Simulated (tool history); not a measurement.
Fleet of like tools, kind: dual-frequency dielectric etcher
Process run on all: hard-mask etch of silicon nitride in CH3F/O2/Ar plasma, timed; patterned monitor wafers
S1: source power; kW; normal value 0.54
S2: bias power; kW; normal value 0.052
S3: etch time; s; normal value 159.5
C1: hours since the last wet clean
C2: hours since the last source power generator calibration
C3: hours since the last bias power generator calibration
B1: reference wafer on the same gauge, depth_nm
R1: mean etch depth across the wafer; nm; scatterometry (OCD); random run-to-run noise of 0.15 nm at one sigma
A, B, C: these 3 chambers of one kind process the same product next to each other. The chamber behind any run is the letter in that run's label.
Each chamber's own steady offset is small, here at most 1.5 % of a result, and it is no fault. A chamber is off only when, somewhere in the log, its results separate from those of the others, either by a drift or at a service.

run 1C hour=6.6 | S1=0.54 S2=0.052 S3=159.5 | C1=379 C2=1196.5 C3=2490.9 | B1=118.97 | R1=111.91
run 2A hour=13.2 | S1=0.54 S2=0.052 S3=159.5 | C1=40.4 C2=604.9 C3=1766.4 | B1=118.96 | R1=114.08
run 3B hour=22.6 | S1=0.54 S2=0.052 S3=159.5 | C1=60.3 C2=454.2 C3=519.5 | B1=118.97 | R1=112.69
run 4B hour=28.4 | S1=0.54 S2=0.052 S3=159.5 | C1=66.1 C2=460 C3=525.3 | B1=118.93 | R1=112.25
run 5A hour=33.9 | S1=0.54 S2=0.052 S3=159.5 | C1=61.1 C2=625.6 C3=1787.1 | B1=118.96 | R1=113.71
run 6C hour=41.2 | S1=0.54 S2=0.052 S3=202 | C1=413.6 C2=1231.1 C3=2525.5 | B1=118.91 | R1=141.54
run 7A hour=47.5 | S1=0.54 S2=0.052 S3=202 | C1=74.7 C2=639.2 C3=1800.7 | B1=118.91 | R1=144.08
run 8B hour=53.8 | S1=0.54 S2=0.052 S3=202 | C1=91.5 C2=485.4 C3=550.7 | B1=118.84 | R1=142.49
run 9C hour=62.4 | S1=0.54 S2=0.052 S3=159.5 | C1=434.8 C2=1252.3 C3=2546.7 | B1=118.84 | R1=111.69
run 10B hour=71.2 | S1=0.54 S2=0.052 S3=159.5 | C1=108.9 C2=502.8 C3=568.1 | B1=118.84 | R1=112.83
run 11A hour=77.1 | S1=0.54 S2=0.052 S3=159.5 | C1=104.3 C2=668.8 C3=1830.3 | B1=118.82 | R1=113.68
run 12C hour=84.5 | S1=0.54 S2=0.052 S3=159.5 | C1=456.9 C2=1274.4 C3=2568.8 | B1=118.77 | R1=111.77
run 13A hour=93.8 | S1=0.54 S2=0.052 S3=159.5 | C1=121 C2=685.5 C3=1847 | B1=118.79 | R1=113.51
run 14B hour=99.1 | S1=0.54 S2=0.052 S3=159.5 | C1=136.8 C2=530.7 C3=596 | B1=118.74 | R1=112.5
run 15C hour=104 | S1=0.54 S2=0.043 S3=159.5 | C1=476.4 C2=1293.9 C3=2588.3 | B1=118.75 | R1=105.46
run 16B hour=109.5 | S1=0.54 S2=0.043 S3=159.5 | C1=147.2 C2=541.1 C3=606.4 | B1=118.71 | R1=105.95
run 17A hour=117.2 | S1=0.54 S2=0.043 S3=159.5 | C1=144.4 C2=708.9 C3=1870.4 | B1=118.69 | R1=107.47
run 18C hour=124.7 | S1=0.54 S2=0.052 S3=159.5 | C1=497.1 C2=1314.6 C3=2609 | B1=118.69 | R1=111.51
run 19A hour=132.7 | S1=0.54 S2=0.052 S3=135.5 | C1=159.9 C2=724.4 C3=1885.9 | B1=118.67 | R1=96.546
run 20C hour=137.7 | S1=0.54 S2=0.052 S3=135.5 | C1=510.1 C2=1327.6 C3=2622 | B1=118.66 | R1=94.636
run 21B hour=146 | S1=0.54 S2=0.052 S3=135.5 | C1=183.7 C2=577.6 C3=642.9 | B1=118.64 | R1=95.282
run 22C hour=151.9 | S1=0.54 S2=0.052 S3=159.5 | C1=524.3 C2=1341.8 C3=2636.2 | B1=118.65 | R1=111.49
run 23B hour=160.7 | S1=0.54 S2=0.052 S3=159.5 | C1=198.4 C2=592.3 C3=657.6 | B1=118.63 | R1=112.18
run 24A hour=167.7 | S1=0.54 S2=0.052 S3=159.5 | C1=194.9 C2=759.4 C3=1920.9 | B1=118.58 | R1=113.11
run 25C hour=175.3 | S1=0.54 S2=0.052 S3=159.5 | C1=547.7 C2=1365.2 C3=2659.6 | B1=118.54 | R1=111.22
run 26B hour=181.6 | S1=0.54 S2=0.052 S3=159.5 | C1=219.3 C2=613.2 C3=678.5 | B1=118.59 | R1=112.06
run 27A hour=186.7 | S1=0.54 S2=0.052 S3=159.5 | C1=213.9 C2=778.4 C3=1939.9 | B1=118.55 | R1=113.66
run 28A hour=192.9 | S1=0.54 S2=0.052 S3=159.5 | C1=220.1 C2=784.6 C3=1946.1 | B1=118.51 | R1=113.52
run 29B hour=199.8 | S1=0.54 S2=0.052 S3=159.5 | C1=237.5 C2=631.4 C3=696.7 | B1=118.49 | R1=112.01
run 30C hour=206.3 | S1=0.45 S2=0.061 S3=159.5 | C1=578.7 C2=1396.2 C3=2690.6 | B1=118.48 | R1=109.18
run 31B hour=214.8 | S1=0.45 S2=0.061 S3=159.5 | C1=252.5 C2=646.4 C3=711.7 | B1=118.45 | R1=109.57
run 32A hour=221.2 | S1=0.45 S2=0.061 S3=159.5 | C1=248.4 C2=812.9 C3=1974.4 | B1=118.48 | R1=111.3
run 33C hour=225.4 | S1=0.54 S2=0.052 S3=159.5 | C1=597.8 C2=1415.3 C3=2709.7 | B1=118.41 | R1=111
run 34B hour=232.4 | S1=0.54 S2=0.052 S3=159.5 | C1=270.1 C2=664 C3=729.3 | B1=118.41 | R1=112.21
run 35C hour=237.9 | S1=0.54 S2=0.052 S3=159.5 | C1=610.3 C2=1427.8 C3=2722.2 | B1=118.42 | R1=111.5
run 36A hour=247.4 | S1=0.54 S2=0.052 S3=159.5 | C1=274.6 C2=839.1 C3=2000.6 | B1=118.39 | R1=113.24
run 37B hour=251.5 | S1=0.54 S2=0.052 S3=159.5 | C1=289.2 C2=683.1 C3=748.4 | B1=118.37 | R1=112.08

One chamber off, gauge drift, or nothing amiss beyond the chambers' own small offsets? If it is a chamber, which one, and what is the likeliest cause?

It is the gauge, not a chamber: its drift shows up in every chamber's results at once, and no chamber is off.
Most likely cause: gauge reads low (%) = 0.545.
